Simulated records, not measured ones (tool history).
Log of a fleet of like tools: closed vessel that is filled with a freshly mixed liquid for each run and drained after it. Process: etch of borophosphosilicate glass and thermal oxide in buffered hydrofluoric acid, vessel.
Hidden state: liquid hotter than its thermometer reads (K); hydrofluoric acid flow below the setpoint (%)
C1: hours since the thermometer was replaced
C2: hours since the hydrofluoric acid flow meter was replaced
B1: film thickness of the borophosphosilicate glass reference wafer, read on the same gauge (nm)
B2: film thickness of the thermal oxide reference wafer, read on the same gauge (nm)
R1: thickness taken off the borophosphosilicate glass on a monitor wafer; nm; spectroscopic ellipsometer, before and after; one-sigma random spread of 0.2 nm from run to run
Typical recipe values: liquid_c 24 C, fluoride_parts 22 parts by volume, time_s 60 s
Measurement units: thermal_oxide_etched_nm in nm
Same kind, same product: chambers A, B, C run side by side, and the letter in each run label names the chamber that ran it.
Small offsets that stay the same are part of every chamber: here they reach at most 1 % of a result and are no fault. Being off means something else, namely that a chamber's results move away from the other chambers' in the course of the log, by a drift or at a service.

run 1C hour=5.5 | liquid_c=24 fluoride_parts=22 time_s=60 | C1=306.3 C2=699.3 | B1=30.013 B2=150.06 | R1=54.268 thermal_oxide_etched_nm=32.279
run 2B hour=11.3 | liquid_c=24 fluoride_parts=22 time_s=60 | C1=579.1 C2=1206.5 | B1=30.035 B2=150.01 | R1=54.622 thermal_oxide_etched_nm=31.555
run 3A hour=16.6 | liquid_c=24 fluoride_parts=22 time_s=60 | C1=2070.6 C2=210.4 | B1=30 B2=149.99 | R1=54.777 thermal_oxide_etched_nm=31.792
run 4B hour=22 | liquid_c=24 fluoride_parts=22 time_s=60 | C1=589.8 C2=1217.2 | B1=29.999 B2=150 | R1=54.504 thermal_oxide_etched_nm=32.103
run 5A hour=28 | liquid_c=24 fluoride_parts=22 time_s=60 | C1=2082 C2=221.8 | B1=29.97 B2=149.98 | R1=54.753 thermal_oxide_etched_nm=32.444
run 6C hour=33.1 | liquid_c=24 fluoride_parts=22 time_s=60 | C1=333.9 C2=726.9 | B1=30.014 B2=150.07 | R1=54.478 thermal_oxide_etched_nm=32.484
run 7C hour=38.3 | liquid_c=24 fluoride_parts=22 time_s=60 | C1=339.1 C2=732.1 | B1=29.995 B2=150 | R1=54.616 thermal_oxide_etched_nm=32.468
run 8B hour=42.2 | liquid_c=24 fluoride_parts=22 time_s=60 | C1=610 C2=1237.4 | B1=29.968 B2=149.97 | R1=54.882 thermal_oxide_etched_nm=32.14
run 9A hour=47.6 | liquid_c=24 fluoride_parts=22 time_s=60 | C1=2101.6 C2=241.4 | B1=30.006 B2=150.03 | R1=54.895 thermal_oxide_etched_nm=31.854
run 10C hour=52.5 | liquid_c=24 fluoride_parts=22 time_s=60 | C1=353.3 C2=746.3 | B1=30.029 B2=149.98 | R1=54.31 thermal_oxide_etched_nm=32.254
run 11B hour=58.5 | liquid_c=24 fluoride_parts=22 time_s=60 | C1=626.3 C2=1253.7 | B1=30.016 B2=150.03 | R1=54.77 thermal_oxide_etched_nm=31.996
run 12A hour=63.8 | liquid_c=24 fluoride_parts=22 time_s=60 | C1=2117.8 C2=257.6 | B1=30 B2=150.04 | R1=54.842 thermal_oxide_etched_nm=32.262
run 13A hour=69.5 | liquid_c=24 fluoride_parts=28.5 time_s=60 | C1=2123.5 C2=263.3 | B1=30.023 B2=149.97 | R1=45.87 thermal_oxide_etched_nm=27.285
run 14C hour=73.6 | liquid_c=24 fluoride_parts=28.5 time_s=60 | C1=374.4 C2=767.4 | B1=30.009 B2=150 | R1=45.377 thermal_oxide_etched_nm=27.022
run 15B hour=77.4 | liquid_c=24 fluoride_parts=28.5 time_s=60 | C1=645.2 C2=1272.6 | B1=30.006 B2=150.04 | R1=46.081 thermal_oxide_etched_nm=26.445
run 16B hour=81 | liquid_c=24 fluoride_parts=22 time_s=60 | C1=648.8 C2=1276.2 | B1=30.019 B2=150.03 | R1=54.95 thermal_oxide_etched_nm=31.977
run 17C hour=83.8 | liquid_c=24 fluoride_parts=16.5 time_s=60 | C1=384.6 C2=777.6 | B1=29.976 B2=149.98 | R1=70.484 thermal_oxide_etched_nm=42.399
run 18A hour=87.3 | liquid_c=24 fluoride_parts=16.5 time_s=60 | C1=2141.3 C2=281.1 | B1=30.009 B2=150.01 | R1=70.983 thermal_oxide_etched_nm=41.588
run 19B hour=90.5 | liquid_c=24 fluoride_parts=16.5 time_s=60 | C1=658.3 C2=1285.7 | B1=30.03 B2=149.97 | R1=71.319 thermal_oxide_etched_nm=41.282
run 20A hour=94.3 | liquid_c=24 fluoride_parts=22 time_s=60 | C1=2148.3 C2=288.1 | B1=30.033 B2=150.03 | R1=54.984 thermal_oxide_etched_nm=32.199
run 21C hour=100 | liquid_c=20.5 fluoride_parts=22 time_s=35 | C1=400.8 C2=793.8 | B1=30.001 B2=149.99 | R1=26.154 thermal_oxide_etched_nm=15.45
run 22A hour=104.1 | liquid_c=20.5 fluoride_parts=22 time_s=35 | C1=2158.1 C2=297.9 | B1=29.982 B2=150 | R1=26.513 thermal_oxide_etched_nm=15.538
run 23C hour=108.2 | liquid_c=20.5 fluoride_parts=22 time_s=35 | C1=409 C2=802 | B1=30.005 B2=150.05 | R1=26.099 thermal_oxide_etched_nm=15.361
run 24B hour=114.4 | liquid_c=24 fluoride_parts=22 time_s=60 | C1=682.2 C2=1309.6 | B1=29.987 B2=149.96 | R1=54.466 thermal_oxide_etched_nm=31.904
run 25A hour=118.7 | liquid_c=24 fluoride_parts=22 time_s=60 | C1=2172.7 C2=312.5 | B1=30.003 B2=150.01 | R1=55.044 thermal_oxide_etched_nm=32.202
run 26C hour=124.3 | liquid_c=24 fluoride_parts=22 time_s=80 | C1=425.1 C2=818.1 | B1=30.005 B2=149.94 | R1=72.328 thermal_oxide_etched_nm=43.193
run 27B hour=128.9 | liquid_c=24 fluoride_parts=22 time_s=80 | C1=696.7 C2=1324.1 | B1=29.992 B2=150 | R1=73.329 thermal_oxide_etched_nm=41.897
run 28A hour=132.5 | liquid_c=24 fluoride_parts=22 time_s=80 | C1=2186.5 C2=326.3 | B1=30.002 B2=150.03 | R1=73.762 thermal_oxide_etched_nm=43.064
run 29B hour=138.6 | liquid_c=24 fluoride_parts=22 time_s=60 | C1=706.4 C2=1333.8 | B1=30 B2=150 | R1=55.066 thermal_oxide_etched_nm=32.136
run 30C hour=144.8 | liquid_c=24 fluoride_parts=22 time_s=60 | C1=445.6 C2=838.6 | B1=30.001 B2=149.94 | R1=54.349 thermal_oxide_etched_nm=32.662
run 31C hour=149.9 | liquid_c=24 fluoride_parts=30 time_s=60 | C1=450.7 C2=843.7 | B1=29.981 B2=150.01 | R1=44.112 thermal_oxide_etched_nm=26.233
run 32B hour=152.9 | liquid_c=24 fluoride_parts=30 time_s=60 | C1=720.7 C2=1348.1 | B1=29.977 B2=150.02 | R1=44.36 thermal_oxide_etched_nm=25.666
run 33A hour=158.9 | liquid_c=24 fluoride_parts=30 time_s=60 | C1=2212.9 C2=352.7 | B1=29.999 B2=149.97 | R1=44.412 thermal_oxide_etched_nm=25.781
run 34B hour=164.2 | liquid_c=24 fluoride_parts=22 time_s=60 | C1=732 C2=1359.4 | B1=29.999 B2=150 | R1=54.776 thermal_oxide_etched_nm=32.02
run 35A hour=168.5 | liquid_c=24 fluoride_parts=22 time_s=60 | C1=2222.5 C2=362.3 | B1=30.002 B2=150.01 | R1=54.995 thermal_oxide_etched_nm=32.284
run 36C hour=172.6 | liquid_c=24 fluoride_parts=22 time_s=60 | C1=473.4 C2=866.4 | B1=30.032 B2=150.02 | R1=54.316 thermal_oxide_etched_nm=31.937
run 37B hour=177.1 | liquid_c=24 fluoride_parts=22 time_s=60 | C1=744.9 C2=1372.3 | B1=30.016 B2=150.02 | R1=54.607 thermal_oxide_etched_nm=32.029
run 38C hour=180.6 | liquid_c=24 fluoride_parts=19 time_s=60 | C1=481.4 C2=874.4 | B1=30.006 B2=150.04 | R1=60.843 thermal_oxide_etched_nm=35.876
run 39A hour=183.9 | liquid_c=24 fluoride_parts=19 time_s=60 | C1=2237.9 C2=377.7 | B1=29.997 B2=150.08 | R1=61.781 thermal_oxide_etched_nm=36.28
run 40B hour=186.7 | liquid_c=24 fluoride_parts=19 time_s=60 | C1=754.5 C2=1381.9 | B1=30.004 B2=150.02 | R1=61.963 thermal_oxide_etched_nm=36.022
run 41C hour=189.4 | liquid_c=24 fluoride_parts=22 time_s=60 | C1=490.2 C2=883.2 | B1=29.966 B2=150 | R1=54.485 thermal_oxide_etched_nm=32.149
run 42A hour=194.2 | liquid_c=24 fluoride_parts=22 time_s=60 | C1=2248.2 C2=388 | B1=30.018 B2=150 | R1=54.663 thermal_oxide_etched_nm=32.235

All 3 chambers run these settings next. Forecast each chamber's results:
run 43A hour=198.7 | liquid_c=24 fluoride_parts=22 time_s=60 | R1=? thermal_oxide_etched_nm=?
run 43B hour=198.7 | liquid_c=24 fluoride_parts=22 time_s=60 | R1=? thermal_oxide_etched_nm=?
run 43C hour=198.7 | liquid_c=24 fluoride_parts=22 time_s=60 | R1=? thermal_oxide_etched_nm=?

run=43A R1=55.061 thermal_oxide_etched_nm=32.48
run=43B R1=54.76 thermal_oxide_etched_nm=31.66
run=43C R1=54.63 thermal_oxide_etched_nm=32.672
